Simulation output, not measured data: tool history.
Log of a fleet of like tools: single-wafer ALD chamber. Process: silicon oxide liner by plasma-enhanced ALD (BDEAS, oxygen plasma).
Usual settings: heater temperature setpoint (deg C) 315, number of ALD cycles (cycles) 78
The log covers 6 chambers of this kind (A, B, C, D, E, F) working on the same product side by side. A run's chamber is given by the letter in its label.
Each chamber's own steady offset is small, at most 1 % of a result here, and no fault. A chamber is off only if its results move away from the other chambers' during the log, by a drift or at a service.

run	hour	heater temperature setpoint (deg C)	number of ALD cycles (cycles)	read-back reference wafer on the same gauge, thickness_nm	mean film thickness on the monitor wafer (nm)
1B	12.6	315	78	6.7994	7.0486
2A	20.9	315	78	6.7995	7.123
3F	30.6	315	78	6.8048	7.1216
4C	42.9	315	78	6.8023	7.0719
5D	52.2	315	78	6.8056	7.1343
6E	57.9	315	78	6.806	7.0492
7B	69.7	315	78	6.8059	7.0476
# hour 77.9: chamber A: thermocouple changed; heater temperature recalibrated
8F	79.6	315	78	6.808	7.1392
9C	92.1	315	78	6.8103	7.0873
10E	98.8	315	78	6.8104	7.0325
11D	107.1	315	78	6.813	7.164
12A	114	315	78	6.8124	7.1306
13B	125.5	315	78	6.8114	7.0601
14F	132.4	322	70	6.8133	6.3508
15E	143.8	322	70	6.8143	6.2727
16C	153.5	322	70	6.8152	6.2953
17D	162.1	322	70	6.8145	6.3789
18A	173.3	322	70	6.8169	6.3636
19A	179.7	322	70	6.8185	6.3448
20B	188.4	315	78	6.8192	7.0743
21D	195	315	78	6.8204	7.1671
22E	206.4	315	78	6.819	7.0621
23F	216.3	307	89	6.8225	8.2499
24C	223.2	307	89	6.822	8.1794
25D	231.5	307	89	6.8241	8.2856
26F	241.4	307	89	6.8235	8.2573
# hour 246.4: chamber D: thermocouple changed; heater temperature recalibrated
27E	247	307	89	6.824	8.1862
28C	254.4	307	89	6.8247	8.191
29A	261	315	78	6.8255	7.1494
30B	268	315	78	6.8274	7.0719
31E	278.8	315	78	6.8262	7.0713
32D	287.6	315	78	6.83	7.1743
33B	298.5	315	85	6.8323	7.7111
34A	305	315	85	6.8319	7.7896
35F	315.4	315	85	6.8329	7.786
36C	323.9	315	85	6.8343	7.7361
37B	332.6	315	85	6.8341	7.7122

All chambers now run identical settings, listed one chamber a line with results as question marks. What results will each chamber show?
38A	341.7	315	78		?
38B	341.7	315	78		?
38C	341.7	315	78		?
38D	341.7	315	78		?
38E	341.7	315	78		?
38F	341.7	315	78		?

run	mean film thickness on the monitor wafer (nm)
38A	7.1537
38B	7.083
38C	7.1025
38D	7.1911
38E	7.068
38F	7.1591
